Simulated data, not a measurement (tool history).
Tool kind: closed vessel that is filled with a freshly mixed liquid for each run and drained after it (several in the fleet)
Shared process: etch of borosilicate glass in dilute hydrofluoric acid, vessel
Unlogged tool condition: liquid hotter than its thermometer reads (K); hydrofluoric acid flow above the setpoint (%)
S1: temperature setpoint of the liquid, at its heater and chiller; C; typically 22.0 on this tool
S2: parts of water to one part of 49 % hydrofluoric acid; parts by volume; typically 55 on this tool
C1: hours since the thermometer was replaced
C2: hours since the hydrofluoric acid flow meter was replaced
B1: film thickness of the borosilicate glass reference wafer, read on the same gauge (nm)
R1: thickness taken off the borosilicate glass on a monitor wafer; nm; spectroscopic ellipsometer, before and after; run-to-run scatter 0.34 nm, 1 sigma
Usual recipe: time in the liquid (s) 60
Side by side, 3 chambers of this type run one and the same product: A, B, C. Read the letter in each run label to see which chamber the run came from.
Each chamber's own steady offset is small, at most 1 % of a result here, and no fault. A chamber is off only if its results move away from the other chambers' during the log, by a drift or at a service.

{"run": "1A", "hour": 4.3, "S1": 22.0, "S2": 55, "time in the liquid (s)": 60, "C1": 429.6, "C2": 16.6, "B1": 50.023, "R1": 40.648}
{"run": "2C", "hour": 9.2, "S1": 22.0, "S2": 55, "time in the liquid (s)": 60, "C1": 815.2, "C2": 734.9, "B1": 49.988, "R1": 39.488}
{"run": "3B", "hour": 16.2, "S1": 22.0, "S2": 55, "time in the liquid (s)": 60, "C1": 606.0, "C2": 568.7, "B1": 50.006, "R1": 39.772}
{"run": "4C", "hour": 21.5, "S1": 22.0, "S2": 55, "time in the liquid (s)": 60, "C1": 827.5, "C2": 747.2, "B1": 49.99, "R1": 39.865}
{"run": "5B", "hour": 24.9, "S1": 18.5, "S2": 80, "time in the liquid (s)": 60, "C1": 614.7, "C2": 577.4, "B1": 50.022, "R1": 22.654}
{"run": "6A", "hour": 30.3, "S1": 18.5, "S2": 80, "time in the liquid (s)": 60, "C1": 455.6, "C2": 42.6, "B1": 50.024, "R1": 23.306}
{"run": "7A", "hour": 34.2, "S1": 18.5, "S2": 80, "time in the liquid (s)": 60, "C1": 459.5, "C2": 46.5, "B1": 50.013, "R1": 23.016}
{"run": "8B", "hour": 38.1, "S1": 19.0, "S2": 55, "time in the liquid (s)": 60, "C1": 627.9, "C2": 590.6, "B1": 50.009, "R1": 35.073}
{"run": "9C", "hour": 42.5, "S1": 19.0, "S2": 55, "time in the liquid (s)": 60, "C1": 848.5, "C2": 768.2, "B1": 49.995, "R1": 35.292}
{"run": "10C", "hour": 49.2, "S1": 19.0, "S2": 55, "time in the liquid (s)": 60, "C1": 855.2, "C2": 774.9, "B1": 50.019, "R1": 35.513}
{"run": "11A", "hour": 55.8, "S1": 22.0, "S2": 55, "time in the liquid (s)": 60, "C1": 481.1, "C2": 68.1, "B1": 50.004, "R1": 40.45}
{"run": "12B", "hour": 59.2, "S1": 22.0, "S2": 55, "time in the liquid (s)": 60, "C1": 649.0, "C2": 611.7, "B1": 50.015, "R1": 40.597}
{"hour": 60.7, "done": "chamber C: thermometer replaced"}
{"run": "13A", "hour": 64.2, "S1": 22.0, "S2": 55, "time in the liquid (s)": 60, "C1": 489.5, "C2": 76.5, "B1": 49.998, "R1": 40.404}
{"run": "14B", "hour": 69.0, "S1": 22.0, "S2": 55, "time in the liquid (s)": 60, "C1": 658.8, "C2": 621.5, "B1": 49.984, "R1": 40.837}
{"run": "15C", "hour": 76.5, "S1": 22.0, "S2": 55, "time in the liquid (s)": 60, "C1": 15.8, "C2": 802.2, "B1": 49.983, "R1": 39.762}
{"run": "16B", "hour": 83.7, "S1": 22.0, "S2": 55, "time in the liquid (s)": 60, "C1": 673.5, "C2": 636.2, "B1": 49.984, "R1": 40.791}
{"run": "17C", "hour": 87.9, "S1": 22.0, "S2": 55, "time in the liquid (s)": 60, "C1": 27.2, "C2": 813.6, "B1": 49.998, "R1": 39.985}
{"run": "18A", "hour": 91.2, "S1": 22.0, "S2": 55, "time in the liquid (s)": 60, "C1": 516.5, "C2": 103.5, "B1": 50.027, "R1": 40.23}
{"run": "19C", "hour": 94.6, "S1": 22.0, "S2": 55, "time in the liquid (s)": 60, "C1": 33.9, "C2": 820.3, "B1": 50.013, "R1": 39.947}
{"hour": 94.8, "done": "chamber B: thermometer replaced"}
{"run": "20A", "hour": 99.8, "S1": 22.0, "S2": 55, "time in the liquid (s)": 60, "C1": 525.1, "C2": 112.1, "B1": 49.979, "R1": 40.264}
{"run": "21B", "hour": 104.5, "S1": 22.0, "S2": 55, "time in the liquid (s)": 60, "C1": 9.7, "C2": 657.0, "B1": 50.033, "R1": 41.656}
{"run": "22B", "hour": 112.1, "S1": 22.0, "S2": 55, "time in the liquid (s)": 60, "C1": 17.3, "C2": 664.6, "B1": 49.986, "R1": 42.359}
{"run": "23A", "hour": 116.1, "S1": 22.0, "S2": 85, "time in the liquid (s)": 60, "C1": 541.4, "C2": 128.4, "B1": 50.026, "R1": 24.981}
{"run": "24C", "hour": 123.5, "S1": 22.0, "S2": 85, "time in the liquid (s)": 60, "C1": 62.8, "C2": 849.2, "B1": 49.988, "R1": 25.211}
{"run": "25B", "hour": 128.0, "S1": 22.0, "S2": 85, "time in the liquid (s)": 60, "C1": 33.2, "C2": 680.5, "B1": 50.004, "R1": 26.462}
{"run": "26C", "hour": 132.1, "S1": 27.0, "S2": 55, "time in the liquid (s)": 40, "C1": 71.4, "C2": 857.8, "B1": 50.004, "R1": 32.773}
{"run": "27A", "hour": 137.0, "S1": 27.0, "S2": 55, "time in the liquid (s)": 40, "C1": 562.3, "C2": 149.3, "B1": 49.979, "R1": 33.211}
{"run": "28B", "hour": 141.0, "S1": 27.0, "S2": 55, "time in the liquid (s)": 40, "C1": 46.2, "C2": 693.5, "B1": 50.007, "R1": 34.494}
{"run": "29A", "hour": 148.2, "S1": 22.0, "S2": 55, "time in the liquid (s)": 60, "C1": 573.5, "C2": 160.5, "B1": 50.03, "R1": 41.078}
{"run": "30C", "hour": 155.5, "S1": 22.0, "S2": 55, "time in the liquid (s)": 60, "C1": 94.8, "C2": 881.2, "B1": 50.006, "R1": 40.454}
{"run": "31B", "hour": 159.8, "S1": 22.0, "S2": 55, "time in the liquid (s)": 60, "C1": 65.0, "C2": 712.3, "B1": 50.015, "R1": 42.594}
{"run": "32C", "hour": 166.6, "S1": 22.0, "S2": 55, "time in the liquid (s)": 60, "C1": 105.9, "C2": 892.3, "B1": 50.002, "R1": 40.577}
{"run": "33A", "hour": 170.3, "S1": 22.0, "S2": 55, "time in the liquid (s)": 60, "C1": 595.6, "C2": 182.6, "B1": 50.022, "R1": 40.393}

Decide between three cases: one chamber stands off from its peers, the gauge reading all wafers drifts, or nothing is wrong past each chamber's small offset. Where a chamber is off, say which and what most likely put it there.

Little by little, chamber B moves away from the other chambers.
What lies behind it: hydrofluoric acid flow above the setpoint (%) = 8.36.

Here are 4 candidates for chamber B's next run, each the usual settings with a change, their results left as question marks. Which one brings its results back in line with what the others give on the usual settings?
A result is in line if it is within this distance of the other chambers' mean on the usual settings: R1 1.200 nm
{"run": "34B-1", "hour": 175.8, "S1": 22.0, "S2": 55, "time in the liquid (s)": 55, "R1": "?"}
{"run": "34B-2", "hour": 175.8, "S1": 21.5, "S2": 55, "time in the liquid (s)": 60, "R1": "?"}
{"run": "34B-3", "hour": 175.8, "S1": 22.0, "S2": 55, "time in the liquid (s)": 65, "R1": "?"}
{"run": "34B-4", "hour": 175.8, "S1": 22.5, "S2": 55, "time in the liquid (s)": 60, "R1": "?"}

On the usual settings, the other chambers give on average: R1 40.266 nm
run=34B-1 R1=40.046
run=34B-2 R1=42.764
run=34B-3 R1=47.327
run=34B-4 R1=44.626
It is 34B-1 that realigns the chamber with its peers.
